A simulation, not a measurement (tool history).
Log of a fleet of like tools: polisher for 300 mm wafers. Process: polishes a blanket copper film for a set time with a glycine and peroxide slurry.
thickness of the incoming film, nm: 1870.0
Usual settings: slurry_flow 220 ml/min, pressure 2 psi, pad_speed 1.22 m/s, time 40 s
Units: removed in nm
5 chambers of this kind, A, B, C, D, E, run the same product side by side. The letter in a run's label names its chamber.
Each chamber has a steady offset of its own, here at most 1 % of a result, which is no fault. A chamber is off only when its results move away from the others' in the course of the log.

run,day,slurry_flow,pressure,pad_speed,time,removed
# day 0.158: chamber D: slurry nozzle cleaned
# day 0.25: chamber A: slurry nozzle cleaned
1D,0.408,220,2,1.22,40,161.44
2C,0.638,220,2,1.22,40,157.26
# day 0.65: chamber A: worn pad replaced by a new one
# day 0.65: chamber C: worn pad replaced by a new one
3B,0.858,220,2,1.22,40,158.15
4A,1.121,220,2,1.22,40,159.12
5E,1.462,220,2,1.22,40,159.68
# day 1.517: chamber B: worn pad replaced by a new one
# day 1.746: chamber D: worn pad replaced by a new one
6D,1.896,220,2,1.22,40,157.3
7A,2.171,220,2.3,1.08,40,166
8B,2.612,220,2.3,1.08,40,160.75
9C,2.921,220,2.3,1.08,40,159.22
# day 2.971: chamber C: slurry nozzle cleaned
10E,3.292,220,2.3,1.08,40,162.25
# day 3.446: chamber A: worn pad replaced by a new one
11D,3.617,220,2.3,1.08,40,160.09
# day 3.879: chamber E: worn pad replaced by a new one
12A,3.9,220,2,1.22,40,156.38
# day 3.979: chamber C: worn pad replaced by a new one
# day 4.038: chamber A: head pressure recalibrated
# day 4.129: chamber B: worn pad replaced by a new one
# day 4.204: chamber E: head pressure recalibrated
13B,4.238,220,2,1.22,40,157.65
14E,4.596,220,1.7,1.22,40,142.36
15C,4.958,220,1.7,1.22,40,139.85
16A,5.288,220,1.7,1.22,40,140.95
17E,5.596,220,1.7,1.22,40,140.31
# day 5.875: chamber D: worn pad replaced by a new one
18D,6.038,220,1.7,1.22,40,142.62
# day 6.512: chamber A: worn pad replaced by a new one
19C,6.533,220,2,1.22,40,155.13
20B,6.9,220,2,1.22,40,158.62
# day 7.117: chamber C: worn pad replaced by a new one
# day 7.233: chamber B: worn pad replaced by a new one
21C,7.25,220,2,1.22,40,160.74
22B,7.546,220,2,1.22,40,156.47
23A,7.942,220,1.4,1.58,40,148.25
24E,8.196,220,1.4,1.58,40,146.89
# day 8.438: chamber C: head pressure recalibrated
25D,8.508,220,1.4,1.58,40,150.86
26A,8.775,220,1.4,1.58,40,146.63
27E,9.2,220,1.4,1.58,40,146.46
# day 9.221: chamber A: worn pad replaced by a new one
28B,9.542,220,2,1.22,40,159.09
# day 9.654: chamber D: worn pad replaced by a new one
# day 9.679: chamber B: slurry nozzle cleaned
# day 9.792: chamber E: worn pad replaced by a new one
29D,9.871,220,2,1.22,40,162.96
# day 9.908: chamber A: slurry nozzle cleaned
# day 10.096: chamber B: worn pad replaced by a new one
30C,10.142,220,2,1.22,40,156.42
# day 10.158: chamber C: worn pad replaced by a new one
# day 10.242: chamber E: slurry nozzle cleaned
# day 10.279: chamber C: slurry nozzle cleaned
31E,10.638,220,2,1.22,40,159.35
32B,11.029,220,2,1.22,40,157.04
33C,11.383,220,2,1.22,40,158.28
# day 11.708: chamber A: worn pad replaced by a new one
34D,11.783,220,2,1.22,40,170.98
35A,12.133,150,2,1.22,48,182.57
36B,12.383,150,2,1.22,48,178.58
37E,12.721,150,2,1.22,48,176.43
# day 13.067: chamber C: worn pad replaced by a new one
38D,13.096,150,2,1.22,48,191.12
39C,13.458,150,2,1.22,48,180.47
40A,13.875,220,2,1.22,40,160.39
# day 13.912: chamber D: worn pad replaced by a new one
41D,14.275,180,2,1.06,40,152.43

What goes on in this fleet: one chamber off, a drifting gauge, or nothing beyond the chambers' own small offsets? Name the chamber and the cause, if any.

Chamber D drifts away from the others.
Cause: head's pressure above its setpoint, % = 11.6.

Here are 4 candidates for chamber D's next run, each the usual settings with a change, their results left as question marks. Which one brings its results back in line with what the others give on the usual settings?
In line means no further than this from the other chambers' mean on the usual settings: removed 6.7 nm
42D-1,14.633,220,2,1.08,40,?
42D-2,14.633,220,2.1,1.22,42,?
42D-3,14.633,220,1.9,1.16,37,?
42D-4,14.633,220,2,1.22,47,?

The other chambers' mean on the usual settings: removed 158.33 nm
run,removed
42D-1,158.03
42D-2,190.36
42D-3,148.55
42D-4,204.74
42D-1 brings the chamber back in line.
